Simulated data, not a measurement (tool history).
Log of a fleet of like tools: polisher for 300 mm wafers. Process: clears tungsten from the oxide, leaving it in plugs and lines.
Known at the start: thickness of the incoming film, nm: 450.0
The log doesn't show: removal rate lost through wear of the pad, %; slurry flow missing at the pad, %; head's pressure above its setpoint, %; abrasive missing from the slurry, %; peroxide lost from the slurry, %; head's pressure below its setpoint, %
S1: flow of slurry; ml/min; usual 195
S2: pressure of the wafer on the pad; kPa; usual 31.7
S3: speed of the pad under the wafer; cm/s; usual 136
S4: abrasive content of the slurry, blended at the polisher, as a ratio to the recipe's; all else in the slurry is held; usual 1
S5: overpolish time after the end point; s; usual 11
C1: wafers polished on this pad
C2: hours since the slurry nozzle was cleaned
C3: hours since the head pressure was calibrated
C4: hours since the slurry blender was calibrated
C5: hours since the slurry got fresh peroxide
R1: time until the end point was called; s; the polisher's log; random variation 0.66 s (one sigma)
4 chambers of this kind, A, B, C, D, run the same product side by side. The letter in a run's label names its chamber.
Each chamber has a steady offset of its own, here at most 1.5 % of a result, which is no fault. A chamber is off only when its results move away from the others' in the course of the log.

run   hour   S1    S2   S3  S4  S5    C1     C2     C3     C4     C5      R1
 1B    5.0  195  31.7  136   1  11   106  195.1  142.7  375.2   61.9  63.128
       7.7  -- chamber C: slurry tank refilled with fresh slurry and peroxide
 2D   12.4  195  31.7  136   1  11   200  364.6  540.7  164.3   47.8  63.159
 3A   20.5  195  31.7  136   1  11   514  112.6  466.5   80.9   52.4  63.829
 4C   29.6  195  31.7  136   1  11   669  232.4  449.9  123.0   21.9  63.023
 5A   35.3  195  31.7  136   1  11   607  127.4  481.3   95.7   67.2  64.261
      36.0  -- chamber C: worn pad replaced by a new one
 6C   42.3  195  31.7  136   1  11    40  245.1  462.6  135.7   34.6  63.617
 7B   49.2  195  31.7  136   1  11   384  239.3  186.9  419.4  106.1  64.590
      54.5  -- chamber D: slurry tank refilled with fresh slurry and peroxide
 8D   58.2  195  31.7  136   1  11   488  410.4  586.5  210.1    3.8  63.572
      59.0  -- chamber B: worn pad replaced by a new one
 9C   65.2  195  31.7  136   1  11   184  268.0  485.5  158.6   57.5  63.208
      70.9  -- chamber C: head pressure recalibrated
10D   70.9  195  31.7  136   1  11   568  423.1  599.2  222.8   16.5  63.811
11A   79.0  195  31.7  136   1  11   882  171.1  525.0  139.4  110.9  63.197
12B   85.1  195  31.7  136   1  11   164  275.2  222.8  455.3  142.0  65.489
      87.8  -- chamber A: slurry blender recalibrated
13A   94.4  195  31.7  136   1  11   978  186.5  540.4    6.7  126.3  64.615
      99.6  -- chamber B: slurry blender recalibrated
14C  103.0  195  39.3  118   1  11   421  305.8   32.1  196.4   95.3  58.888
     110.4  -- chamber A: worn pad replaced by a new one
15B  111.0  195  39.3  118   1  11   327  301.1  248.7   11.5  167.9  62.058
     111.2  -- chamber A: head pressure recalibrated
16D  118.6  195  39.3  118   1  11   868  470.8  646.9  270.5   64.2  58.757
17C  127.9  195  39.3  118   1  11   578  330.7   57.0  221.3  120.2  59.042
     130.7  -- chamber D: slurry tank refilled with fresh slurry and peroxide
18A  135.4  195  31.7  136   1   7   157  227.5   24.3   47.7  167.3  63.541
19D  144.2  195  31.7  136   1   7  1029  496.4  672.5  296.1   13.6  62.544
     145.5  -- chamber B: worn pad replaced by a new one
20B  150.8  195  31.7  136   1   7    33  340.9  288.5   51.3  207.7  68.715
21C  155.3  195  31.7  136   1   7   750  358.1   84.4  248.7  147.6  63.065
22B  164.1  195  31.7  136   1  11   117  354.2  301.8   64.6  221.0  70.023
23D  168.5  195  31.7  136   1  11  1182  520.7  696.8  320.4   37.9  64.704
24A  175.1  195  31.7  136   1  11   407  267.2   64.0   87.4  207.0  63.550
25B  182.2  195  31.7  136   1  11   231  372.3  319.9   82.7  239.1  71.050

Is one chamber off against the others, does the gauge drift, or is nothing wrong? If a chamber is off, say which, and what the likeliest cause is.

Chamber B drifts away from the others.
Cause: peroxide lost from the slurry, % = 25.7.
The log may not tell that from: head's pressure below its setpoint, %.

Here are 4 candidates for chamber B's next run, each the usual settings with a change, their results left as question marks. Which one brings its results back in line with what the others give on the usual settings?
In line means no further than this from the other chambers' mean on the usual settings: R1 2.300 s
26B-1  189.3  195  31.7  132   1  11                       ?
26B-2  189.3  195  33.1  136   1  11                       ?
26B-3  189.3  200  31.7  148   1  11                       ?
26B-4  189.3  195  31.7  122   1  11                       ?

The other chambers' mean on the usual settings: R1 63.913 s
  run      R1
26B-1  72.403
26B-2  67.375
26B-3  64.315
26B-4  78.379
26B-3 brings the chamber back in line.
